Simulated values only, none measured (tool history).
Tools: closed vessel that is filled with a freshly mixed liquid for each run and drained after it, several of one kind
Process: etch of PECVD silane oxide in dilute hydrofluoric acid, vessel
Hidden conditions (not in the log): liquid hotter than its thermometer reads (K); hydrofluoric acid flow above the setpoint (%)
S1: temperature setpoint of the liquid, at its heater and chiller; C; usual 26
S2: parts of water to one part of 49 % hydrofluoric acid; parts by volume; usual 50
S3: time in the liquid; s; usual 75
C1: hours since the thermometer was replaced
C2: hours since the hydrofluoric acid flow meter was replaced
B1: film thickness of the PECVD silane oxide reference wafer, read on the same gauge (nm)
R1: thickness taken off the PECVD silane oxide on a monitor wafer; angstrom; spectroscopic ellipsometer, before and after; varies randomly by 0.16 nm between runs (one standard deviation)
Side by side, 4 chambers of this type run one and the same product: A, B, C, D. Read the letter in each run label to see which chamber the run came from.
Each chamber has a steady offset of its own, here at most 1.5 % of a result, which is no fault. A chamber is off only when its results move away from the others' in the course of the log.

run	hour	S1	S2	S3	C1	C2	B1	R1
1A	6.2	26	50	75	1029.4	892	49.995	469.1
2D	13.1	26	50	75	1168.8	214	49.993	467.97
3B	20.7	26	50	75	603.7	1480.8	49.987	470.1
4C	28.4	26	50	75	309.3	407.6	49.998	470.46
5B	33.7	26	50	75	616.7	1493.8	50.005	471.2
6D	41.7	26	50	75	1197.4	242.6	49.971	470.51
7A	49.5	26	50	75	1072.7	935.3	50.013	469.35
# hour 54.4: chamber B: thermometer replaced
8C	55.6	26	50	75	336.5	434.8	49.999	472.12
9A	60.9	26	50	75	1084.1	946.7	50.004	467.18
10C	64.6	31	35	75	345.5	443.8	50.016	831.61
11D	71.3	31	35	75	1227	272.2	49.996	838.95
12B	77.2	31	35	75	22.9	1537.3	49.988	834.18
13B	82.4	31	35	75	28.1	1542.5	50	844.51
14D	86.2	26	50	75	1241.9	287.1	49.971	474.28
# hour 88.7: chamber D: thermometer replaced
15A	94	26	50	75	1117.2	979.8	49.996	466.83
16C	100	26	50	75	380.9	479.2	50.001	471.86
17B	106.3	26	50	75	52	1566.4	49.971	469.6
18C	111.4	26	50	75	392.3	490.6	49.997	468.29
19D	115.6	26	50	75	26.9	316.5	49.978	470.02
20A	123.3	26	50	75	1146.5	1009.1	49.982	468.92
21B	128.2	26	50	75	73.9	1588.3	50.025	474.85
22C	134.5	28.5	35	75	415.4	513.7	50.008	759.39
23A	140.8	28.5	35	75	1164	1026.6	49.973	770.7
24D	145.7	28.5	35	75	57	346.6	49.976	754.96
25B	152.6	28.5	35	75	98.3	1612.7	50.021	758.93
26C	158.8	26	50	75	439.7	538	50.011	470.16
27D	166.8	26	50	75	78.1	367.7	49.964	470.09
28A	171	26	50	75	1194.2	1056.8	50.013	477.06
29D	177.6	26	50	55	88.9	378.5	50.007	346.3
30C	181.8	26	50	55	462.7	561	50.011	347.4
31B	186.3	26	50	55	132	1646.4	49.987	345.2
32A	189.9	26	50	55	1213.1	1075.7	49.997	352.8
33B	194.7	26	50	75	140.4	1654.8	49.998	471.11
34D	201.1	26	50	75	112.4	402	49.981	469.62
35A	204.6	26	50	75	1227.8	1090.4	49.978	483.35
36C	209.1	26	50	75	490	588.3	49.978	469.04
37C	214.3	26	50	75	495.2	593.5	49.999	470.65
38A	220.9	26	50	75	1244.1	1106.7	50.016	488.33
39D	226.9	26	50	75	138.2	427.8	50.012	473.04
# hour 227.3: chamber D: hydrofluoric acid flow meter replaced
40B	233	26	50	75	178.7	1693.1	50.015	473.07
41D	236.5	26	50	75	147.8	9.2	50.015	469.16

Which is it: a chamber that has drifted or been left off by a service, a gauge drift common to all chambers, or only each chamber's usual small offset? If a chamber is off, name it and its likeliest cause.

Chamber A drifts away from the others.
What lies behind it: liquid hotter than its thermometer reads (K) = 1.22.
The log might look much the same if the cause were instead: hydrofluoric acid flow above the setpoint (%).

Which of the 4 candidates below, each the usual settings with something changed and its results left as question marks, puts chamber A back in line with what the other chambers give on the usual settings?
In line here means within this much of the mean the other chambers give on the usual settings: R1 5.6 angstrom
42A-1	242.4	25	50	75				?
42A-2	242.4	26	50	80				?
42A-3	242.4	26	50	70				?
42A-4	242.4	27	50	75				?

Other chambers, usual settings, mean: R1 470.72 angstrom
run	R1
42A-1	471.21
42A-2	523.49
42A-3	458.06
42A-4	510.99
42A-1 brings the chamber back in line.
